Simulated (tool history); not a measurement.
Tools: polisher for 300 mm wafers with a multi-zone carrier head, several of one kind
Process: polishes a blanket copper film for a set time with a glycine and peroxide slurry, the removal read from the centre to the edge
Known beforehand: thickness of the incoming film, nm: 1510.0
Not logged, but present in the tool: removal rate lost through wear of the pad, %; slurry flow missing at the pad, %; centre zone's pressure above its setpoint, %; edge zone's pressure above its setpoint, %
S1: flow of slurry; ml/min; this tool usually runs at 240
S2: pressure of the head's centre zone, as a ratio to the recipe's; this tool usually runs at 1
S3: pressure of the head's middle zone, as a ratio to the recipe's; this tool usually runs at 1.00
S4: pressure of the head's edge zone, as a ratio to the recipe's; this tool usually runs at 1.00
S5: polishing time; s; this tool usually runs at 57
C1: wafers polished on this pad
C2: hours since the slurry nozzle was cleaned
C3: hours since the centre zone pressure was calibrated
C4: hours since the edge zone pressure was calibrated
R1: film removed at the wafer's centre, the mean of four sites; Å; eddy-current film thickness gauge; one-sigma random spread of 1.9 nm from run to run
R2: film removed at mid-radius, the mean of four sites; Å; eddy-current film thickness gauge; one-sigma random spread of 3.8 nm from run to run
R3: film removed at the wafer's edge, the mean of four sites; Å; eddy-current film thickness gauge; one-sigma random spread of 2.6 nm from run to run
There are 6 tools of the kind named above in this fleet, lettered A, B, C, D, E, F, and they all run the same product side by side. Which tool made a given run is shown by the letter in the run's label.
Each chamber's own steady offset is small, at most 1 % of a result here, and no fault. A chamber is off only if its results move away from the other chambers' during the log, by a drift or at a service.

-- hour=6.2 chamber A: worn pad replaced by a new one
run 1F hour=10.0 | S1=240 S2=1 S3=1.00 S4=1.00 S5=57 | C1=1555 C2=703.2 C3=306.4 C4=271.2 | R1=2541.3 R2=2562.1 R3=2526.9
-- hour=14.9 chamber D: slurry nozzle cleaned
-- hour=15.1 chamber F: worn pad replaced by a new one
-- hour=16.3 chamber C: worn pad replaced by a new one
-- hour=22.0 chamber B: slurry nozzle cleaned
run 2B hour=25.1 | S1=240 S2=1 S3=1.00 S4=1.00 S5=57 | C1=675 C2=3.1 C3=142.3 C4=216.1 | R1=2557.9 R2=2569.7 R3=2519.6
run 3E hour=35.9 | S1=240 S2=1 S3=1.00 S4=1.00 S5=57 | C1=1365 C2=337.3 C3=54.0 C4=89.2 | R1=2528.2 R2=2581.5 R3=2528.5
-- hour=43.7 chamber D: worn pad replaced by a new one
-- hour=44.3 chamber E: worn pad replaced by a new one
run 4C hour=45.6 | S1=240 S2=1 S3=1.00 S4=1.00 S5=57 | C1=383 C2=112.5 C3=647.5 C4=274.8 | R1=2535.3 R2=2512.9 R3=2511.4
run 5A hour=53.0 | S1=240 S2=1 S3=1.00 S4=1.00 S5=57 | C1=611 C2=189.1 C3=377.4 C4=86.9 | R1=2547.2 R2=2523.8 R3=2559.3
run 6D hour=66.0 | S1=240 S2=1 S3=1.00 S4=1.00 S5=57 | C1=291 C2=51.1 C3=1043.8 C4=103.1 | R1=2524.8 R2=2525.9 R3=2543.7
-- hour=67.6 chamber B: worn pad replaced by a new one
run 7D hour=73.6 | S1=240 S2=1 S3=1.00 S4=1.00 S5=57 | C1=390 C2=58.7 C3=1051.4 C4=110.7 | R1=2573.3 R2=2582.0 R3=2596.1
run 8F hour=86.4 | S1=240 S2=1 S3=1.00 S4=1.00 S5=38 | C1=931 C2=779.6 C3=382.8 C4=347.6 | R1=1715.3 R2=1683.6 R3=1652.9
-- hour=96.8 chamber C: worn pad replaced by a new one
-- hour=97.6 chamber A: worn pad replaced by a new one
run 9C hour=100.5 | S1=240 S2=1 S3=1.00 S4=1.00 S5=38 | C1=48 C2=167.4 C3=702.4 C4=329.7 | R1=1688.8 R2=1715.0 R3=1708.9
run 10A hour=110.1 | S1=240 S2=1 S3=1.00 S4=1.00 S5=38 | C1=164 C2=246.2 C3=434.5 C4=144.0 | R1=1676.1 R2=1652.7 R3=1692.5
-- hour=116.1 chamber A: centre zone pressure recalibrated
run 11E hour=122.5 | S1=240 S2=1 S3=1.00 S4=1.00 S5=38 | C1=1020 C2=423.9 C3=140.6 C4=175.8 | R1=1689.4 R2=1666.9 R3=1664.2
-- hour=123.0 chamber F: worn pad replaced by a new one
-- hour=134.1 chamber E: worn pad replaced by a new one
run 12B hour=138.4 | S1=240 S2=1 S3=1.00 S4=1.00 S5=38 | C1=924 C2=116.4 C3=255.6 C4=329.4 | R1=1667.9 R2=1664.1 R3=1693.8
-- hour=139.7 chamber C: slurry nozzle cleaned
-- hour=142.4 chamber D: worn pad replaced by a new one
-- hour=142.8 chamber B: worn pad replaced by a new one
-- hour=146.5 chamber F: slurry nozzle cleaned
run 13D hour=153.4 | S1=240 S2=1 S3=1.00 S4=1.00 S5=38 | C1=144 C2=138.5 C3=1131.2 C4=190.5 | R1=1733.8 R2=1687.0 R3=1716.8
run 14B hour=163.3 | S1=240 S2=1 S3=1.00 S4=1.00 S5=57 | C1=268 C2=141.3 C3=280.5 C4=354.3 | R1=2526.8 R2=2587.6 R3=2511.2
run 15F hour=172.8 | S1=240 S2=1 S3=1.00 S4=1.00 S5=57 | C1=650 C2=26.3 C3=469.2 C4=434.0 | R1=2584.3 R2=2605.0 R3=2602.2
-- hour=176.9 chamber E: slurry nozzle cleaned
-- hour=182.0 chamber A: worn pad replaced by a new one
-- hour=182.6 chamber C: worn pad replaced by a new one
run 16E hour=188.7 | S1=240 S2=1 S3=1.00 S4=1.00 S5=57 | C1=712 C2=11.8 C3=206.8 C4=242.0 | R1=2513.3 R2=2569.3 R3=2564.5
-- hour=189.1 chamber B: centre zone pressure recalibrated
run 17C hour=201.7 | S1=240 S2=1 S3=1.00 S4=1.00 S5=57 | C1=249 C2=62.1 C3=803.6 C4=430.9 | R1=2536.5 R2=2595.7 R3=2545.4
-- hour=202.9 chamber F: edge zone pressure recalibrated
-- hour=209.1 chamber B: slurry nozzle cleaned
run 18A hour=209.1 | S1=240 S2=1 S3=1.09 S4=1.00 S5=57 | C1=354 C2=345.2 C3=93.0 C4=243.0 | R1=2491.3 R2=2667.6 R3=2476.0
-- hour=221.3 chamber F: worn pad replaced by a new one
run 19D hour=222.0 | S1=240 S2=1 S3=1.09 S4=1.00 S5=57 | C1=1039 C2=207.1 C3=1199.8 C4=259.1 | R1=2569.2 R2=2734.7 R3=2532.8
-- hour=224.4 chamber E: worn pad replaced by a new one
-- hour=225.4 chamber D: worn pad replaced by a new one
-- hour=228.3 chamber B: worn pad replaced by a new one
run 20C hour=237.3 | S1=240 S2=1 S3=1.09 S4=1.00 S5=57 | C1=714 C2=97.7 C3=839.2 C4=466.5 | R1=2551.1 R2=2837.3 R3=2556.5
run 21A hour=249.0 | S1=240 S2=1 S3=1.09 S4=1.00 S5=57 | C1=874 C2=385.1 C3=132.9 C4=282.9 | R1=2449.1 R2=2565.2 R3=2500.8
run 22F hour=259.9 | S1=240 S2=1 S3=1.09 S4=1.00 S5=57 | C1=503 C2=113.4 C3=556.3 C4=57.1 | R1=2546.3 R2=2813.3 R3=2573.0
-- hour=268.7 chamber A: worn pad replaced by a new one
run 23B hour=274.2 | S1=240 S2=1 S3=1.09 S4=1.00 S5=57 | C1=598 C2=65.1 C3=85.2 C4=465.2 | R1=2520.7 R2=2692.3 R3=2525.1
-- hour=279.0 chamber C: worn pad replaced by a new one
-- hour=280.2 chamber D: centre zone pressure recalibrated
-- hour=283.5 chamber D: slurry nozzle cleaned
run 24E hour=288.2 | S1=240 S2=1 S3=1.00 S4=1.00 S5=57 | C1=833 C2=111.3 C3=306.3 C4=341.5 | R1=2542.7 R2=2558.4 R3=2598.3
-- hour=289.6 chamber E: edge zone pressure recalibrated
-- hour=298.0 chamber C: centre zone pressure recalibrated
run 25A hour=299.7 | S1=240 S2=1 S3=1.00 S4=1.00 S5=57 | C1=404 C2=435.8 C3=183.6 C4=333.6 | R1=2413.0 R2=2463.9 R3=2452.2
-- hour=309.9 chamber B: worn pad replaced by a new one
run 26C hour=314.8 | S1=240 S2=1 S3=1.00 S4=1.00 S5=57 | C1=467 C2=175.2 C3=16.8 C4=544.0 | R1=2527.9 R2=2528.3 R3=2550.8
-- hour=319.7 chamber F: worn pad replaced by a new one
-- hour=320.8 chamber D: worn pad replaced by a new one
run 27F hour=325.8 | S1=165 S2=1 S3=1.00 S4=0.96 S5=57 | C1=79 C2=179.3 C3=622.2 C4=123.0 | R1=2411.5 R2=2441.1 R3=2430.2
-- hour=334.7 chamber E: worn pad replaced by a new one
run 28B hour=337.4 | S1=165 S2=1 S3=1.00 S4=0.96 S5=57 | C1=359 C2=128.3 C3=148.4 C4=528.4 | R1=2374.3 R2=2426.4 R3=2405.3
-- hour=348.1 chamber C: slurry nozzle cleaned
run 29E hour=348.6 | S1=165 S2=1 S3=1.00 S4=0.96 S5=57 | C1=181 C2=171.7 C3=366.7 C4=59.1 | R1=2404.7 R2=2471.3 R3=2433.1
-- hour=350.7 chamber A: worn pad replaced by a new one
run 30D hour=358.2 | S1=165 S2=1 S3=1.00 S4=0.96 S5=57 | C1=488 C2=74.7 C3=78.1 C4=395.3 | R1=2411.2 R2=2392.3 R3=2371.5
run 31F hour=366.6 | S1=165 S2=1 S3=1.00 S4=0.96 S5=57 | C1=612 C2=220.1 C3=663.0 C4=163.8 | R1=2393.3 R2=2371.0 R3=2375.4
run 32E hour=375.7 | S1=165 S2=1 S3=1.00 S4=0.96 S5=57 | C1=535 C2=198.8 C3=393.8 C4=86.2 | R1=2416.6 R2=2495.6 R3=2388.8
-- hour=375.8 chamber C: worn pad replaced by a new one
run 33D hour=384.0 | S1=240 S2=1 S3=1.00 S4=1.00 S5=57 | C1=825 C2=100.5 C3=103.9 C4=421.1 | R1=2563.5 R2=2549.1 R3=2558.3
-- hour=388.8 chamber B: worn pad replaced by a new one
run 34B hour=398.8 | S1=240 S2=1 S3=1.12 S4=0.89 S5=57 | C1=130 C2=189.7 C3=209.8 C4=589.8 | R1=2545.9 R2=2848.8 R3=2418.7
run 35A hour=406.0 | S1=240 S2=1 S3=1.12 S4=0.89 S5=57 | C1=722 C2=542.1 C3=289.9 C4=439.9 | R1=2368.8 R2=2619.0 R3=2299.5
run 36C hour=413.5 | S1=240 S2=1 S3=1.12 S4=0.89 S5=57 | C1=492 C2=65.4 C3=115.5 C4=642.7 | R1=2556.0 R2=2835.0 R3=2397.6
run 37F hour=421.3 | S1=240 S2=1 S3=1.12 S4=0.89 S5=57 | C1=1325 C2=274.8 C3=717.7 C4=218.5 | R1=2529.9 R2=2907.2 R3=2437.2
run 38C hour=436.8 | S1=240 S2=1 S3=1.12 S4=0.89 S5=57 | C1=796 C2=88.7 C3=138.8 C4=666.0 | R1=2545.9 R2=2800.2 R3=2468.1

For the next run the whole fleet of 6 chambers uses the same settings. Give each chamber's results:
run 39A hour=448.2 | S1=240 S2=1 S3=1.00 S4=1.00 S5=57 | R1=? R2=? R3=?
run 39B hour=448.2 | S1=240 S2=1 S3=1.00 S4=1.00 S5=57 | R1=? R2=? R3=?
run 39C hour=448.2 | S1=240 S2=1 S3=1.00 S4=1.00 S5=57 | R1=? R2=? R3=?
run 39D hour=448.2 | S1=240 S2=1 S3=1.00 S4=1.00 S5=57 | R1=? R2=? R3=?
run 39E hour=448.2 | S1=240 S2=1 S3=1.00 S4=1.00 S5=57 | R1=? R2=? R3=?
run 39F hour=448.2 | S1=240 S2=1 S3=1.00 S4=1.00 S5=57 | R1=? R2=? R3=?

run=39A R1=2320.7 R2=2269.4 R3=2398.3
run=39B R1=2571.0 R2=2522.5 R3=2543.2
run=39C R1=2551.7 R2=2606.8 R3=2580.7
run=39D R1=2578.2 R2=2486.1 R3=2514.7
run=39E R1=2546.4 R2=2612.1 R3=2495.0
run=39F R1=2541.1 R2=2569.2 R3=2525.7

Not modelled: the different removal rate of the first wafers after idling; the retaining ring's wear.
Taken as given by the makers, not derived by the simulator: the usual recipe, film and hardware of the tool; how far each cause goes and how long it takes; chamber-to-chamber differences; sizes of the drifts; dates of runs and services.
